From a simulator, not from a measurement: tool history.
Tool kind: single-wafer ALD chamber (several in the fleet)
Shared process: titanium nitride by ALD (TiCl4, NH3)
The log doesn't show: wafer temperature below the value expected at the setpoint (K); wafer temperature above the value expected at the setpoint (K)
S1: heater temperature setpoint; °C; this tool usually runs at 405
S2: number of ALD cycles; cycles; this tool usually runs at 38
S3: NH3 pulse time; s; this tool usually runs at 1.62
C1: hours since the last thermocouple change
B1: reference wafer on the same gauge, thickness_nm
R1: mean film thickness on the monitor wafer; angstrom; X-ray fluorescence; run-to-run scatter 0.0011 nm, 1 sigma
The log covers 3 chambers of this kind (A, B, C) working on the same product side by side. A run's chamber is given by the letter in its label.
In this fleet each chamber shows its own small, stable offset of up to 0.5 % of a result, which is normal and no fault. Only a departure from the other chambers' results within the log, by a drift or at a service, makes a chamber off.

{"run": "1C", "hour": 3.5, "S1": 405, "S2": 38, "S3": 1.62, "C1": 90.9, "B1": 0.97553, "R1": 8.3548}
{"run": "2B", "hour": 8.2, "S1": 405, "S2": 38, "S3": 1.62, "C1": 1646.1, "B1": 0.97517, "R1": 8.3658}
{"run": "3A", "hour": 12.9, "S1": 405, "S2": 38, "S3": 1.62, "C1": 936.6, "B1": 0.97545, "R1": 8.2918}
{"run": "4A", "hour": 15.6, "S1": 405, "S2": 38, "S3": 1.62, "C1": 939.3, "B1": 0.97607, "R1": 8.2902}
{"run": "5C", "hour": 18.1, "S1": 405, "S2": 38, "S3": 1.62, "C1": 105.5, "B1": 0.97559, "R1": 8.3414}
{"run": "6B", "hour": 20.9, "S1": 405, "S2": 38, "S3": 1.62, "C1": 1658.8, "B1": 0.97558, "R1": 8.3807}
{"run": "7C", "hour": 25.4, "S1": 405, "S2": 38, "S3": 1.62, "C1": 112.8, "B1": 0.9759, "R1": 8.347}
{"run": "8A", "hour": 28.4, "S1": 405, "S2": 38, "S3": 1.62, "C1": 952.1, "B1": 0.976, "R1": 8.3075}
{"run": "9B", "hour": 32.4, "S1": 405, "S2": 38, "S3": 1.62, "C1": 1670.3, "B1": 0.97638, "R1": 8.3779}
{"run": "10C", "hour": 37.0, "S1": 405, "S2": 38, "S3": 1.62, "C1": 124.4, "B1": 0.97626, "R1": 8.3461}
{"run": "11B", "hour": 40.8, "S1": 405, "S2": 38, "S3": 1.62, "C1": 1678.7, "B1": 0.9768, "R1": 8.3768}
{"run": "12A", "hour": 45.7, "S1": 405, "S2": 38, "S3": 1.62, "C1": 969.4, "B1": 0.97708, "R1": 8.3047}
{"run": "13B", "hour": 48.8, "S1": 405, "S2": 38, "S3": 1.17, "C1": 1686.7, "B1": 0.97681, "R1": 8.2391}
{"run": "14C", "hour": 52.8, "S1": 405, "S2": 38, "S3": 1.17, "C1": 140.2, "B1": 0.9774, "R1": 8.2406}
{"run": "15A", "hour": 57.6, "S1": 405, "S2": 38, "S3": 1.17, "C1": 981.3, "B1": 0.97755, "R1": 8.1795}
{"run": "16B", "hour": 61.3, "S1": 412, "S2": 38, "S3": 1.62, "C1": 1699.2, "B1": 0.97748, "R1": 8.4169}
{"run": "17A", "hour": 64.9, "S1": 412, "S2": 38, "S3": 1.62, "C1": 988.6, "B1": 0.97746, "R1": 8.3378}
{"run": "18C", "hour": 67.7, "S1": 412, "S2": 38, "S3": 1.62, "C1": 155.1, "B1": 0.97772, "R1": 8.3941}
{"run": "19B", "hour": 72.1, "S1": 405, "S2": 38, "S3": 1.62, "C1": 1710, "B1": 0.97787, "R1": 8.3717}
{"run": "20C", "hour": 76.1, "S1": 405, "S2": 38, "S3": 1.62, "C1": 163.5, "B1": 0.97817, "R1": 8.3648}
{"run": "21A", "hour": 80.4, "S1": 405, "S2": 38, "S3": 1.62, "C1": 1004.1, "B1": 0.97849, "R1": 8.3172}
{"run": "22B", "hour": 83.8, "S1": 405, "S2": 38, "S3": 1.62, "C1": 1721.7, "B1": 0.97838, "R1": 8.3841}
{"run": "23C", "hour": 88.4, "S1": 405, "S2": 38, "S3": 1.62, "C1": 175.8, "B1": 0.97869, "R1": 8.3706}
{"run": "24A", "hour": 90.9, "S1": 405, "S2": 38, "S3": 1.62, "C1": 1014.6, "B1": 0.97843, "R1": 8.3329}
{"run": "25B", "hour": 95.8, "S1": 405, "S2": 38, "S3": 1.62, "C1": 1733.7, "B1": 0.97867, "R1": 8.4011}
{"run": "26C", "hour": 99.7, "S1": 405, "S2": 38, "S3": 1.62, "C1": 187.1, "B1": 0.97892, "R1": 8.3728}
{"run": "27A", "hour": 102.9, "S1": 405, "S2": 38, "S3": 1.62, "C1": 1026.6, "B1": 0.97915, "R1": 8.3248}
{"run": "28B", "hour": 107.5, "S1": 405, "S2": 38, "S3": 1.62, "C1": 1745.4, "B1": 0.97913, "R1": 8.3815}
{"run": "29A", "hour": 112.0, "S1": 405, "S2": 38, "S3": 1.62, "C1": 1035.7, "B1": 0.97931, "R1": 8.3276}
{"run": "30C", "hour": 116.2, "S1": 405, "S2": 38, "S3": 1.62, "C1": 203.6, "B1": 0.97964, "R1": 8.3893}
{"run": "31A", "hour": 120.1, "S1": 405, "S2": 38, "S3": 1.62, "C1": 1043.8, "B1": 0.97974, "R1": 8.3148}
{"run": "32C", "hour": 122.5, "S1": 405, "S2": 31, "S3": 2.1, "C1": 209.9, "B1": 0.98014, "R1": 6.9093}
{"run": "33B", "hour": 126.8, "S1": 405, "S2": 31, "S3": 2.1, "C1": 1764.7, "B1": 0.9801, "R1": 6.9221}

Has any chamber moved away from the others, gradually or after a service, or does the common gauge drift, or do the chambers differ only by their own small steady offsets? State the chamber and the most likely cause if one applies.

It is the gauge, not a chamber: its drift shows up in every chamber's results at once, and no chamber is off.
Cause: gauge reads high (%) = 0.538.

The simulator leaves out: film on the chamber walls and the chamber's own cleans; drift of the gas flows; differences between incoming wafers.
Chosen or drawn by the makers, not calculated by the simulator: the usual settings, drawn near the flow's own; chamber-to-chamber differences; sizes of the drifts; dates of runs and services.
